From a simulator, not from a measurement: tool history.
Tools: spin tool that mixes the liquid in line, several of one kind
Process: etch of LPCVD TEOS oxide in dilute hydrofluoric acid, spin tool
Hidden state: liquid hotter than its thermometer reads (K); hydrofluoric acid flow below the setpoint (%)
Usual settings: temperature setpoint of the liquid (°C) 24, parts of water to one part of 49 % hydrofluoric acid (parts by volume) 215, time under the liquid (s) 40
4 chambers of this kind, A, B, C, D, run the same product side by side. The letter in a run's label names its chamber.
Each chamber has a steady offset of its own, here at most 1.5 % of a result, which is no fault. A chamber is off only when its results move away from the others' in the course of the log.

run   hour  temperature setpoint of the liquid (°C)  parts of water to one part of 49 % hydrofluoric acid (parts by volume)  time under the liquid (s)  hours since the thermometer was replaced  hours since the hydrofluoric acid flow meter was replaced  read-back film thickness of the LPCVD TEOS oxide reference wafer, read on the same gauge (nm)  thickness taken off the LPCVD TEOS oxide on a monitor wafer (nm)
 1C      4                                       24                                                                     215                         40                                     269.1                                                      468.5                                                                                         29.987                                                            4.5086
 2D    7.2                                       24                                                                     215                         40                                     153.6                                                      365.2                                                                                          30.01                                                            4.4305
 3A     10                                       24                                                                     215                         40                                    1603.7                                                      258.5                                                                                         29.999                                                            4.5908
 4B   15.8                                       24                                                                     215                         40                                     154.5                                                      545.6                                                                                         29.991                                                            4.5505
 5A   19.9                                       24                                                                     215                         40                                    1613.6                                                      268.4                                                                                         29.989                                                            4.5425
 6B   24.5                                       24                                                                     215                         30                                     163.2                                                      554.3                                                                                         29.996                                                            3.4125
 7C   30.8                                       24                                                                     215                         30                                     295.9                                                      495.3                                                                                         29.999                                                            3.4119
 8D   34.5                                       24                                                                     215                         30                                     180.9                                                      392.5                                                                                         30.012                                                             3.352
      36.5  -- chamber A: thermometer replaced
 9C   38.8                                       24                                                                     215                         30                                     303.9                                                      503.3                                                                                         30.008                                                            3.3945
10D   42.4                                       24                                                                     215                         40                                     188.8                                                      400.4                                                                                         30.002                                                            4.4009
11B   45.6                                       24                                                                     215                         40                                     184.3                                                      575.4                                                                                         30.008                                                            4.5571
12A     51                                       24                                                                     215                         40                                      14.5                                                      299.5                                                                                         29.995                                                            4.5559
13C   55.4                                       24                                                                     215                         40                                     320.5                                                      519.9                                                                                         29.969                                                            4.5914
14A   58.5                                       24                                                                     215                         40                                        22                                                        307                                                                                         30.007                                                            4.5323
15D   63.6                                       24                                                                     215                         40                                       210                                                      421.6                                                                                         30.004                                                            4.4186
16B   68.4                                       24                                                                     215                         40                                     207.1                                                      598.2                                                                                         30.002                                                            4.5476
17D   72.9                                     20.5                                                                     215                         40                                     219.3                                                      430.9                                                                                         30.013                                                            3.8967
18A   77.4                                     20.5                                                                     215                         40                                      40.9                                                      325.9                                                                                         30.009                                                            3.9566
19C   80.7                                     20.5                                                                     215                         40                                     345.8                                                      545.2                                                                                         30.012                                                            4.0626
20B   86.9                                     20.5                                                                     215                         40                                     225.6                                                      616.7                                                                                         29.998                                                            4.0083
21C   90.6                                       24                                                                     215                         40                                     355.7                                                      555.1                                                                                         29.998                                                            4.6309
22B   97.1                                       24                                                                     215                         40                                     235.8                                                      626.9                                                                                         29.992                                                            4.5181
23A  100.8                                       24                                                                     215                         40                                      64.3                                                      349.3                                                                                         30.013                                                            4.5053
       103  -- chamber D: hydrofluoric acid flow meter replaced
24D  106.4                                       24                                                                     170                         40                                     252.8                                                        3.5                                                                                         30.002                                                            5.9099
25B  112.1                                       24                                                                     170                         40                                     250.8                                                      641.9                                                                                         30.005                                                            6.0838
26A  115.6                                       24                                                                     170                         40                                      79.1                                                      364.1                                                                                         30.005                                                            6.0053
27C  121.6                                       24                                                                     170                         40                                     386.7                                                      586.1                                                                                         29.993                                                            6.4111
28D  125.1                                       24                                                                     215                         40                                     271.5                                                       22.2                                                                                         30.002                                                            4.4576
29A  131.2                                       24                                                                     215                         40                                      94.7                                                      379.7                                                                                             30                                                             4.471

What goes on in this fleet: one chamber off, a drifting gauge, or nothing beyond the chambers' own small offsets? Name the chamber and the cause, if any.

Chamber C drifts away from the others.
Cause: liquid hotter than its thermometer reads (K) = 1.78.
The log may not tell that from: hydrofluoric acid flow above the setpoint (%).

Here are 4 candidates for chamber C's next run, each the usual settings with a change, their results left as question marks. Which one brings its results back in line with what the others give on the usual settings?
In line means no further than this from the other chambers' mean on the usual settings: thickness taken off the LPCVD TEOS oxide on a monitor wafer (nm) 0.11
30C-1  135.8                                       22                                                                     215                         40                                                                                                                                                                                                                                                                     ?
30C-2  135.8                                     23.5                                                                     215                         35                                                                                                                                                                                                                                                                     ?
30C-3  135.8                                       24                                                                     190                         40                                                                                                                                                                                                                                                                     ?
30C-4  135.8                                       24                                                                     205                         40                                                                                                                                                                                                                                                                     ?

The other chambers' mean on the usual settings: thickness taken off the LPCVD TEOS oxide on a monitor wafer (nm) 4.5057
  run  thickness taken off the LPCVD TEOS oxide on a monitor wafer (nm)
30C-1                                                            4.4999
30C-2                                                            4.1583
30C-3                                                            5.6438
30C-4                                                            5.1359
30C-1 brings the chamber back in line.
